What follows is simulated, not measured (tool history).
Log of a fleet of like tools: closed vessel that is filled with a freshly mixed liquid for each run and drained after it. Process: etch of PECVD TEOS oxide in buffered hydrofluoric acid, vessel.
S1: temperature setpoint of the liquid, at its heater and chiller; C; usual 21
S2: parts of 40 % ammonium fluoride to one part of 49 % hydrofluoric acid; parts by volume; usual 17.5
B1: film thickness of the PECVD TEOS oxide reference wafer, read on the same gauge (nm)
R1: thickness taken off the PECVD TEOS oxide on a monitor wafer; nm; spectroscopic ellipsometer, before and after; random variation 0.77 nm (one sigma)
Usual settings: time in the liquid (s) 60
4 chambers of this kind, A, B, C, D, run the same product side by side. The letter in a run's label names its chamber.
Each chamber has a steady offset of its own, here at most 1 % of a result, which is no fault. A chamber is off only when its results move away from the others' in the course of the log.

Run 1A, hour 12.6: usual settings; B1 100. Result: R1 76.468 nm.
Run 2D, hour 22: usual settings; B1 100.01. Result: R1 78.997 nm.
Run 3B, hour 35.4: usual settings; B1 99.993. Result: R1 78.991 nm.
Run 4C, hour 46.8: usual settings; B1 100.01. Result: R1 78.305 nm.
Run 5B, hour 58.9: usual settings; B1 100. Result: R1 80.14 nm.
Run 6C, hour 65.7: usual settings; B1 100.03. Result: R1 78.44 nm.
Run 7A, hour 79.3: usual settings; B1 100.03. Result: R1 76.455 nm.
Run 8D, hour 88.9: usual settings but S2 20.5 parts by volume; B1 100.01. Result: R1 66.934 nm.
Run 9D, hour 99.6: usual settings but S2 20.5 parts by volume; B1 99.976. Result: R1 67.817 nm.
At hour 103.4: chamber B: hydrofluoric acid flow meter replaced.
Run 10C, hour 106.6: usual settings but S2 20.5 parts by volume; B1 99.989. Result: R1 66.769 nm.
At hour 116.5: chamber A: hydrofluoric acid flow meter replaced.
Run 11A, hour 121: usual settings but S2 20.5 parts by volume; B1 99.972. Result: R1 67.637 nm.
Run 12B, hour 132: usual settings but S2 21.5 parts by volume; B1 100.01. Result: R1 66.854 nm.
Run 13A, hour 140.3: usual settings but S2 21.5 parts by volume; B1 100. Result: R1 65.811 nm.
At hour 143.9: chamber C: hydrofluoric acid flow meter replaced.
At hour 144.9: chamber C: thermometer replaced.
Run 14C, hour 149.2: usual settings but S2 21.5 parts by volume; B1 100.01. Result: R1 64.229 nm.
Run 15D, hour 161.6: usual settings but S2 21.5 parts by volume; B1 100.03. Result: R1 65.503 nm.
Run 16B, hour 173.5: usual settings; B1 99.944. Result: R1 78.978 nm.
Run 17C, hour 183.8: usual settings; B1 99.991. Result: R1 76.341 nm.
Run 18A, hour 195.8: usual settings; B1 99.988. Result: R1 80.14 nm.
Run 19D, hour 210.6: usual settings; B1 99.988. Result: R1 78.479 nm.
Run 20B, hour 218.2: usual settings; B1 99.97. Result: R1 78.909 nm.
Run 21A, hour 231.8: usual settings; B1 99.981. Result: R1 81.842 nm.
Run 22D, hour 246.7: usual settings; B1 99.975. Result: R1 78.122 nm.
Run 23B, hour 260.5: usual settings; B1 99.985. Result: R1 78.519 nm.
Run 24C, hour 269.4: usual settings; B1 99.958. Result: R1 77.668 nm.
Run 25C, hour 284.7: usual settings; B1 100.02. Result: R1 76.98 nm.
Run 26D, hour 298.3: usual settings; B1 100.01. Result: R1 78.213 nm.
Run 27B, hour 308.4: usual settings; B1 100. Result: R1 78.492 nm.
Run 28A, hour 322.7: usual settings but S2 11 parts by volume; B1 99.981. Result: R1 133.14 nm.
Run 29B, hour 330.5: usual settings but S2 11 parts by volume; B1 100.02. Result: R1 124.01 nm.
Run 30D, hour 344.2: usual settings but S2 11 parts by volume; B1 99.991. Result: R1 122.74 nm.

Next, every chamber runs the same settings. What will each give?
Run 31A, hour 355.2: usual settings but time in the liquid (s) 40. Result: R1 ?.
Run 31B, hour 355.2: usual settings but time in the liquid (s) 40. Result: R1 ?.
Run 31C, hour 355.2: usual settings but time in the liquid (s) 40. Result: R1 ?.
Run 31D, hour 355.2: usual settings but time in the liquid (s) 40. Result: R1 ?.

run      R1
31A  59.317
31B  52.402
31C  52.161
31D   52.98
